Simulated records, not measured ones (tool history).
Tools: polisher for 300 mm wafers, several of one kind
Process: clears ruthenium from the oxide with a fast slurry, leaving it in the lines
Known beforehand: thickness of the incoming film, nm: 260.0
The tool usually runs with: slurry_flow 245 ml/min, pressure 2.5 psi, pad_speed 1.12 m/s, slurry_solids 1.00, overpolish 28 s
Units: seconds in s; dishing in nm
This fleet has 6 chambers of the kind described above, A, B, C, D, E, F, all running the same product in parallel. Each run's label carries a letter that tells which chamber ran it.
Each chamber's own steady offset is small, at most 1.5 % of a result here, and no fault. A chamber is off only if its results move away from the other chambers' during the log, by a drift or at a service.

run   hour  slurry_flow  pressure  pad_speed  slurry_solids  overpolish  wafers polished on this pad  hours since the slurry nozzle was cleaned  hours since the head pressure was calibrated  hours since the slurry blender was calibrated  seconds  dishing
 1C    3.2          245       2.5       1.12           1.00          28                          246                                      219.5                                         125.0                                          103.3   53.390   87.813
 2B    7.7          245       2.5       1.12           1.00          28                          743                                      369.8                                         271.3                                          188.8   53.726   89.867
      10.8  -- chamber B: worn pad replaced by a new one
      11.7  -- chamber D: slurry blender recalibrated
 3F   12.8          245       2.5       1.12           1.00          28                          571                                       47.9                                         701.7                                           89.2   53.885   89.985
 4A   15.8          245       2.5       1.12           1.00          28                         1036                                      185.1                                         212.7                                          254.1   53.515   90.860
 5E   21.2          245       2.5       1.12           1.00          28                          391                                      490.2                                         954.5                                           63.6   54.095   91.033
 6D   25.3          245       2.5       1.12           1.00          28                          215                                      201.5                                         114.1                                           13.6   53.423   92.265
 7E   30.0          245       2.5       1.12           1.00          28                          444                                      499.0                                         963.3                                           72.4   53.112   92.266
 8C   34.8          245       2.5       1.12           1.00          28                          438                                      251.1                                         156.6                                          134.9   54.747   88.863
      37.2  -- chamber A: slurry blender recalibrated
 9B   40.1          245       2.5       1.12           1.00          28                          178                                      402.2                                         303.7                                          221.2   55.897   88.079
10F   45.0          245       2.5       1.12           1.00          28                          767                                       80.1                                         733.9                                          121.4   53.325   89.821
11A   49.8          245       2.5       1.12           1.00          28                         1242                                      219.1                                         246.7                                           12.6   53.803   89.824
12D   53.6          245       2.5       1.12           0.80          28                          387                                      229.8                                         142.4                                           41.9   60.047   83.441
13A   58.5          245       2.5       1.12           0.80          28                         1295                                      227.8                                         255.4                                           21.3   60.779   83.006
14B   61.7          245       2.5       1.12           0.80          28                          309                                      423.8                                         325.3                                          242.8   60.562   83.122
      62.9  -- chamber C: worn pad replaced by a new one
      65.5  -- chamber C: slurry nozzle cleaned
15D   65.6          245       2.5       1.12           0.80          28                          460                                      241.8                                         154.4                                           53.9   59.042   84.689
16C   68.4          245       2.5       1.12           0.80          28                           33                                        3.0                                         190.2                                          168.5   60.452   82.358
17F   71.3          245       2.5       1.12           0.80          28                          927                                      106.4                                         760.2                                          147.7   59.206   81.688
18E   75.9          245       2.5       1.12           1.00          28                          723                                      544.9                                        1009.2                                          118.3   52.849   90.959
19B   80.9          245       2.5       1.12           1.00          28                          426                                      443.0                                         344.5                                          262.0   52.373   90.234
20C   85.6          245       2.5       1.12           1.00          28                          138                                       20.2                                         207.4                                          185.7   53.898   89.161
21E   90.5          245       2.0       0.82           1.00          28                          812                                      559.5                                        1023.8                                          132.9   91.732   60.176
22F   94.0          245       2.0       0.82           1.00          28                         1065                                      129.1                                         782.9                                          170.4   93.143   58.549
      96.3  -- chamber A: worn pad replaced by a new one
23A   96.9          245       2.0       0.82           1.00          28                            4                                      266.2                                         293.8                                           59.7   92.220   59.357
24D  100.1          245       2.0       0.82           1.00          28                          669                                      276.3                                         188.9                                           88.4   89.967   59.354
     101.7  -- chamber F: worn pad replaced by a new one
25D  102.7          245       2.0       0.82           1.00          28                          685                                      278.9                                         191.5                                           91.0   90.365   59.865
26A  108.3          245       2.0       0.82           1.00          28                           73                                      277.6                                         305.2                                           71.1   93.233   59.802
27C  113.2          245       2.5       1.12           1.00          28                          305                                       47.8                                         235.0                                          213.3   54.324   89.576
28B  117.5          245       2.5       1.12           1.00          28                          648                                      479.6                                         381.1                                          298.6   53.444   89.243
29E  122.6          245       3.2       1.12           1.25          28                         1007                                      591.6                                        1055.9                                          165.0   37.609  114.520
30F  126.1          245       3.2       1.12           1.25          28                          148                                      161.2                                         815.0                                          202.5   38.339  113.660
31C  130.9          245       3.2       1.12           1.25          28                          413                                       65.5                                         252.7                                          231.0   37.927  110.690
32E  136.5          245       3.2       1.12           1.25          28                         1091                                      605.5                                        1069.8                                          178.9   38.108  114.710
33B  139.5          245       3.2       1.12           1.25          28                          782                                      501.6                                         403.1                                          320.6   38.004  112.980
34F  143.0          245       3.2       1.12           1.25          28                          251                                      178.1                                         831.9                                          219.4   38.469  112.320
     144.9  -- chamber B: slurry nozzle cleaned
35A  146.6          245       2.5       1.12           1.00          28                          306                                      315.9                                         343.5                                          109.4   53.327   90.860
     150.5  -- chamber B: worn pad replaced by a new one
36D  152.0          245       2.5       1.12           1.00          28                          985                                      328.2                                         240.8                                          140.3   52.791   88.728
37D  157.0          245       2.5       1.12           1.00          28                         1015                                      333.2                                         245.8                                          145.3   53.569   89.636
38A  159.8          245       2.5       1.12           1.00          28                          386                                      329.1                                         356.7                                          122.6   54.268   91.235
39F  163.5          245       2.5       1.12           1.00          28                          375                                      198.6                                         852.4                                          239.9   54.520   87.618
40C  166.7          245       2.5       1.12           1.00          28                          630                                      101.3                                         288.5                                          266.8   54.957   89.719
41B  171.0          245       2.5       1.12           1.00          28                          125                                       26.2                                         434.6                                          352.1   53.151   89.821

Which is it: a chamber that has drifted or been left off by a service, a gauge drift common to all chambers, or only each chamber's usual small offset? If a chamber is off, name it and its likeliest cause.

No chamber is off and the gauge is stable; the differences are just each chamber's small, constant offset.

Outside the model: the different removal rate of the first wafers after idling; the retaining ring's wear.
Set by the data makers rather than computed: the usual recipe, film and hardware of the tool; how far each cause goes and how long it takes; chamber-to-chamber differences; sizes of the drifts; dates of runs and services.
